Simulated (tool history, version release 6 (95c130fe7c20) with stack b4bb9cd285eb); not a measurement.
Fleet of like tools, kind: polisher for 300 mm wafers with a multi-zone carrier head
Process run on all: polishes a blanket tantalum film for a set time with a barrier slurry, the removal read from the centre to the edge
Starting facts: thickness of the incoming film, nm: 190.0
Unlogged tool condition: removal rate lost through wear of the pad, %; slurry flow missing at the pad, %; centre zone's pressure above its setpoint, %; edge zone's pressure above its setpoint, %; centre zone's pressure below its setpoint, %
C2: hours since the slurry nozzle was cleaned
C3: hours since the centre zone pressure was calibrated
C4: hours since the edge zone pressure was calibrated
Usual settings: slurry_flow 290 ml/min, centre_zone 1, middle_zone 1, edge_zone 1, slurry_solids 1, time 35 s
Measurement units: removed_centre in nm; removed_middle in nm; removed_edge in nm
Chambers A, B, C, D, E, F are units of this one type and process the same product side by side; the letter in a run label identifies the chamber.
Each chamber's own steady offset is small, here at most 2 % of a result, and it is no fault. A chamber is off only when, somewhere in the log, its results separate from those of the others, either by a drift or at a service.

run 1B hour=11 | slurry_flow=290 centre_zone=1 middle_zone=1 edge_zone=1 slurry_solids=1 time=35 | wafers_polished_on_this_pad=787 C2=705.8 C3=708.1 C4=765 | removed_centre=66.645 removed_middle=68.242 removed_edge=67.868
-- hour=14.9 chamber F: worn pad replaced by a new one
-- hour=15.8 chamber C: worn pad replaced by a new one
-- hour=17.2 chamber E: worn pad replaced by a new one
run 2E hour=18.3 | slurry_flow=290 centre_zone=1 middle_zone=1 edge_zone=1 slurry_solids=1 time=35 | wafers_polished_on_this_pad=18 C2=144.8 C3=386.9 C4=75.7 | removed_centre=68.077 removed_middle=66.83 removed_edge=67.637
-- hour=24.5 chamber D: slurry nozzle cleaned
run 3C hour=26.6 | slurry_flow=290 centre_zone=1 middle_zone=1 edge_zone=1 slurry_solids=1 time=35 | wafers_polished_on_this_pad=173 C2=386.5 C3=600 C4=284.1 | removed_centre=69.444 removed_middle=68.275 removed_edge=67.818
-- hour=31.9 chamber F: centre zone pressure recalibrated
run 4F hour=37.7 | slurry_flow=290 centre_zone=1 middle_zone=1 edge_zone=1 slurry_solids=1 time=35 | wafers_polished_on_this_pad=365 C2=126.8 C3=5.9 C4=174.5 | removed_centre=68.545 removed_middle=69.025 removed_edge=67.263
-- hour=41.8 chamber C: slurry nozzle cleaned
-- hour=42.8 chamber B: worn pad replaced by a new one
-- hour=43.2 chamber A: worn pad replaced by a new one
run 5A hour=45.9 | slurry_flow=290 centre_zone=1 middle_zone=1 edge_zone=1 slurry_solids=1 time=35 | wafers_polished_on_this_pad=43 C2=137.4 C3=921 C4=416 | removed_centre=69.095 removed_middle=68.046 removed_edge=67.688
run 6D hour=54.3 | slurry_flow=290 centre_zone=1 middle_zone=1 edge_zone=1 slurry_solids=1 time=35 | wafers_polished_on_this_pad=1075 C2=29.8 C3=184 C4=327.4 | removed_centre=69.54 removed_middle=67.561 removed_edge=69.216
run 7F hour=66.3 | slurry_flow=290 centre_zone=1 middle_zone=1 edge_zone=1 slurry_solids=1 time=35 | wafers_polished_on_this_pad=822 C2=155.4 C3=34.5 C4=203.1 | removed_centre=68.695 removed_middle=67.136 removed_edge=67.38
run 8B hour=80.4 | slurry_flow=290 centre_zone=1 middle_zone=1 edge_zone=1 slurry_solids=1 time=35 | wafers_polished_on_this_pad=601 C2=775.2 C3=777.5 C4=834.4 | removed_centre=66.681 removed_middle=69.422 removed_edge=68.139
-- hour=86.5 chamber D: worn pad replaced by a new one
run 9E hour=91.8 | slurry_flow=290 centre_zone=1 middle_zone=1 edge_zone=0.92 slurry_solids=1 time=35 | wafers_polished_on_this_pad=1193 C2=218.3 C3=460.4 C4=149.2 | removed_centre=66.411 removed_middle=66.91 removed_edge=66.13
-- hour=97.3 chamber E: worn pad replaced by a new one
run 10C hour=98.9 | slurry_flow=290 centre_zone=1 middle_zone=1 edge_zone=0.92 slurry_solids=1 time=35 | wafers_polished_on_this_pad=1329 C2=57.2 C3=672.3 C4=356.4 | removed_centre=67.874 removed_middle=67.191 removed_edge=63.759
-- hour=100.3 chamber C: worn pad replaced by a new one
run 11D hour=107 | slurry_flow=290 centre_zone=1 middle_zone=1 edge_zone=0.92 slurry_solids=1 time=35 | wafers_polished_on_this_pad=328 C2=82.5 C3=236.7 C4=380.1 | removed_centre=67.242 removed_middle=69.073 removed_edge=67.023
-- hour=113 chamber F: worn pad replaced by a new one
run 12A hour=117 | slurry_flow=290 centre_zone=1 middle_zone=1 edge_zone=0.92 slurry_solids=1 time=35 | wafers_polished_on_this_pad=1179 C2=208.5 C3=992.1 C4=487.1 | removed_centre=68.074 removed_middle=68.895 removed_edge=65.092
-- hour=120.9 chamber A: worn pad replaced by a new one
-- hour=122.1 chamber B: worn pad replaced by a new one
run 13E hour=125.6 | slurry_flow=290 centre_zone=1 middle_zone=1 edge_zone=0.92 slurry_solids=1 time=35 | wafers_polished_on_this_pad=452 C2=252.1 C3=494.2 C4=183 | removed_centre=67.369 removed_middle=67.701 removed_edge=65.326
run 14B hour=132.3 | slurry_flow=290 centre_zone=1 middle_zone=1 edge_zone=0.92 slurry_solids=1 time=35 | wafers_polished_on_this_pad=163 C2=827.1 C3=829.4 C4=886.3 | removed_centre=68.26 removed_middle=68.434 removed_edge=65.094
run 15A hour=140.6 | slurry_flow=290 centre_zone=1 middle_zone=1 edge_zone=1 slurry_solids=1 time=35 | wafers_polished_on_this_pad=316 C2=232.1 C3=1015.7 C4=510.7 | removed_centre=67.264 removed_middle=68.575 removed_edge=66.642
-- hour=152.3 chamber A: slurry nozzle cleaned
run 16D hour=152.7 | slurry_flow=290 centre_zone=1.07 middle_zone=1.11 edge_zone=1 slurry_solids=1 time=35 | wafers_polished_on_this_pad=1059 C2=128.2 C3=282.4 C4=425.8 | removed_centre=74.149 removed_middle=75.102 removed_edge=69.893
run 17F hour=160.2 | slurry_flow=290 centre_zone=1.07 middle_zone=1.11 edge_zone=1 slurry_solids=1 time=35 | wafers_polished_on_this_pad=754 C2=249.3 C3=128.4 C4=297 | removed_centre=74.966 removed_middle=76.006 removed_edge=67.935
-- hour=166.2 chamber D: worn pad replaced by a new one
-- hour=170.2 chamber B: slurry nozzle cleaned
run 18C hour=174.6 | slurry_flow=290 centre_zone=1.07 middle_zone=1.11 edge_zone=1 slurry_solids=1 time=35 | wafers_polished_on_this_pad=1187 C2=132.9 C3=748 C4=432.1 | removed_centre=74.284 removed_middle=73.807 removed_edge=66.656
-- hour=177.3 chamber C: worn pad replaced by a new one
-- hour=180.7 chamber E: worn pad replaced by a new one
-- hour=181.9 chamber C: centre zone pressure recalibrated
run 19F hour=187.9 | slurry_flow=290 centre_zone=1.07 middle_zone=1.11 edge_zone=1 slurry_solids=1 time=35 | wafers_polished_on_this_pad=1197 C2=277 C3=156.1 C4=324.7 | removed_centre=73.206 removed_middle=75.427 removed_edge=67.349
-- hour=191.1 chamber A: worn pad replaced by a new one
-- hour=192.6 chamber B: worn pad replaced by a new one
-- hour=196.1 chamber F: worn pad replaced by a new one
run 20D hour=196.4 | slurry_flow=290 centre_zone=1.07 middle_zone=1.11 edge_zone=1 slurry_solids=1 time=35 | wafers_polished_on_this_pad=482 C2=171.9 C3=326.1 C4=469.5 | removed_centre=73.287 removed_middle=74.036 removed_edge=68.885
run 21E hour=207.2 | slurry_flow=290 centre_zone=1.07 middle_zone=1.11 edge_zone=1 slurry_solids=1 time=35 | wafers_polished_on_this_pad=424 C2=333.7 C3=575.8 C4=264.6 | removed_centre=72.102 removed_middle=74.801 removed_edge=67.124
run 22A hour=219.2 | slurry_flow=290 centre_zone=1 middle_zone=1 edge_zone=1 slurry_solids=1 time=35 | wafers_polished_on_this_pad=450 C2=67 C3=1094.3 C4=589.3 | removed_centre=68.924 removed_middle=68.078 removed_edge=67.452
-- hour=222.6 chamber C: edge zone pressure recalibrated
run 23B hour=230.4 | slurry_flow=290 centre_zone=1 middle_zone=1 edge_zone=1 slurry_solids=1 time=35 | wafers_polished_on_this_pad=605 C2=60.2 C3=927.5 C4=984.4 | removed_centre=67.76 removed_middle=67.744 removed_edge=67.673
-- hour=231.4 chamber E: slurry nozzle cleaned
run 24C hour=240.4 | slurry_flow=290 centre_zone=1 middle_zone=1 edge_zone=1 slurry_solids=1 time=35 | wafers_polished_on_this_pad=1008 C2=198.7 C3=58.6 C4=17.8 | removed_centre=67.394 removed_middle=67.415 removed_edge=67.159
-- hour=245.6 chamber C: worn pad replaced by a new one
-- hour=246.7 chamber D: worn pad replaced by a new one
run 25A hour=250 | slurry_flow=290 centre_zone=1 middle_zone=1 edge_zone=1 slurry_solids=1 time=35 | wafers_polished_on_this_pad=942 C2=97.8 C3=1125.1 C4=620.1 | removed_centre=68.315 removed_middle=68.379 removed_edge=68.221
run 26B hour=256.7 | slurry_flow=235 centre_zone=1 middle_zone=1.11 edge_zone=1 slurry_solids=1 time=35 | wafers_polished_on_this_pad=1025 C2=86.5 C3=953.8 C4=1010.7 | removed_centre=66.957 removed_middle=72.784 removed_edge=67.377
run 27F hour=265.6 | slurry_flow=235 centre_zone=1 middle_zone=1.11 edge_zone=1 slurry_solids=1 time=35 | wafers_polished_on_this_pad=1111 C2=354.7 C3=233.8 C4=402.4 | removed_centre=66.055 removed_middle=73.211 removed_edge=66.848
-- hour=266.1 chamber E: worn pad replaced by a new one
-- hour=266.2 chamber A: worn pad replaced by a new one
-- hour=268.3 chamber B: worn pad replaced by a new one
run 28C hour=272.7 | slurry_flow=235 centre_zone=1 middle_zone=1.11 edge_zone=1 slurry_solids=1 time=35 | wafers_polished_on_this_pad=434 C2=231 C3=90.9 C4=50.1 | removed_centre=66.356 removed_middle=74.861 removed_edge=65.423
-- hour=275.9 chamber F: worn pad replaced by a new one
run 29E hour=284 | slurry_flow=235 centre_zone=1 middle_zone=1.11 edge_zone=1 slurry_solids=1 time=35 | wafers_polished_on_this_pad=286 C2=52.7 C3=652.6 C4=341.4 | removed_centre=62.458 removed_middle=71.525 removed_edge=66.5
run 30D hour=298.8 | slurry_flow=235 centre_zone=1 middle_zone=1.11 edge_zone=1 slurry_solids=1 time=35 | wafers_polished_on_this_pad=832 C2=274.3 C3=428.5 C4=571.9 | removed_centre=65.384 removed_middle=69.874 removed_edge=67.872
run 31E hour=308.6 | slurry_flow=235 centre_zone=1 middle_zone=1.11 edge_zone=1 slurry_solids=1 time=35 | wafers_polished_on_this_pad=679 C2=77.3 C3=677.2 C4=366 | removed_centre=60.914 removed_middle=70.815 removed_edge=67.727
run 32D hour=318.4 | slurry_flow=290 centre_zone=1 middle_zone=1 edge_zone=1 slurry_solids=1 time=35 | wafers_polished_on_this_pad=1146 C2=293.9 C3=448.1 C4=591.5 | removed_centre=68.509 removed_middle=66.908 removed_edge=69.622
-- hour=323.1 chamber C: worn pad replaced by a new one
run 33C hour=331.8 | slurry_flow=290 centre_zone=1 middle_zone=1 edge_zone=1 slurry_solids=1 time=35 | wafers_polished_on_this_pad=139 C2=290.1 C3=150 C4=109.2 | removed_centre=69.358 removed_middle=69.086 removed_edge=68.665
-- hour=332.7 chamber E: worn pad replaced by a new one
-- hour=341.9 chamber B: worn pad replaced by a new one
run 34A hour=343.7 | slurry_flow=290 centre_zone=1 middle_zone=1 edge_zone=1 slurry_solids=1 time=35 | wafers_polished_on_this_pad=1239 C2=191.5 C3=1218.8 C4=713.8 | removed_centre=68.101 removed_middle=68.526 removed_edge=67.689
run 35F hour=351.4 | slurry_flow=290 centre_zone=1 middle_zone=1 edge_zone=1 slurry_solids=1 time=35 | wafers_polished_on_this_pad=1207 C2=440.5 C3=319.6 C4=488.2 | removed_centre=68.199 removed_middle=68.328 removed_edge=66.701
run 36B hour=359.6 | slurry_flow=290 centre_zone=1 middle_zone=1 edge_zone=1 slurry_solids=1 time=35 | wafers_polished_on_this_pad=283 C2=189.4 C3=1056.7 C4=1113.6 | removed_centre=67.803 removed_middle=69.343 removed_edge=67.251
run 37B hour=369.2 | slurry_flow=290 centre_zone=1 middle_zone=1 edge_zone=1 slurry_solids=1 time=35 | wafers_polished_on_this_pad=437 C2=199 C3=1066.3 C4=1123.2 | removed_centre=67.767 removed_middle=70.073 removed_edge=66.575
run 38E hour=376.3 | slurry_flow=290 centre_zone=1 middle_zone=1 edge_zone=1 slurry_solids=1 time=35 | wafers_polished_on_this_pad=697 C2=145 C3=744.9 C4=433.7 | removed_centre=62.672 removed_middle=67.73 removed_edge=67.813

Read the log: is a single chamber off, either drifting away or since a service, is the gauge that measures every chamber drifting, or is nothing wrong beyond small per-chamber offsets? Name any odd chamber and what most likely caused it.

Little by little, chamber E moves away from the other chambers.
What lies behind it: centre zone's pressure below its setpoint, % = 7.96.

Which of the 4 candidates below, each the usual settings with something changed and its results left as question marks, puts chamber E back in line with what the other chambers give on the usual settings?
In line means no further than this from the other chambers' mean on the usual settings: removed_centre 2.6 nm; removed_middle 3.5 nm; removed_edge 2 nm
run 39E-1 hour=387.3 | slurry_flow=300 centre_zone=1.14 middle_zone=0.98 edge_zone=0.95 slurry_solids=1 time=36 | removed_centre=? removed_middle=? removed_edge=?
run 39E-2 hour=387.3 | slurry_flow=295 centre_zone=1.07 middle_zone=0.99 edge_zone=0.98 slurry_solids=1 time=35 | removed_centre=? removed_middle=? removed_edge=?
run 39E-3 hour=387.3 | slurry_flow=285 centre_zone=0.93 middle_zone=1.01 edge_zone=1.02 slurry_solids=1 time=35 | removed_centre=? removed_middle=? removed_edge=?
run 39E-4 hour=387.3 | slurry_flow=280 centre_zone=0.88 middle_zone=1.02 edge_zone=1.04 slurry_solids=1 time=34 | removed_centre=? removed_middle=? removed_edge=?

The mean the other chambers reach with the usual settings: removed_centre 68.055 nm; removed_middle 68.149 nm; removed_edge 68 nm
run=39E-1 removed_centre=73.529 removed_middle=68.611 removed_edge=68.09
run=39E-2 removed_centre=66.648 removed_middle=67.24 removed_edge=67.189
run=39E-3 removed_centre=57.009 removed_middle=68.294 removed_edge=68.431
run=39E-4 removed_centre=52.02 removed_middle=66.84 removed_edge=67.07
With 39E-2, the chamber falls back in line with the rest.
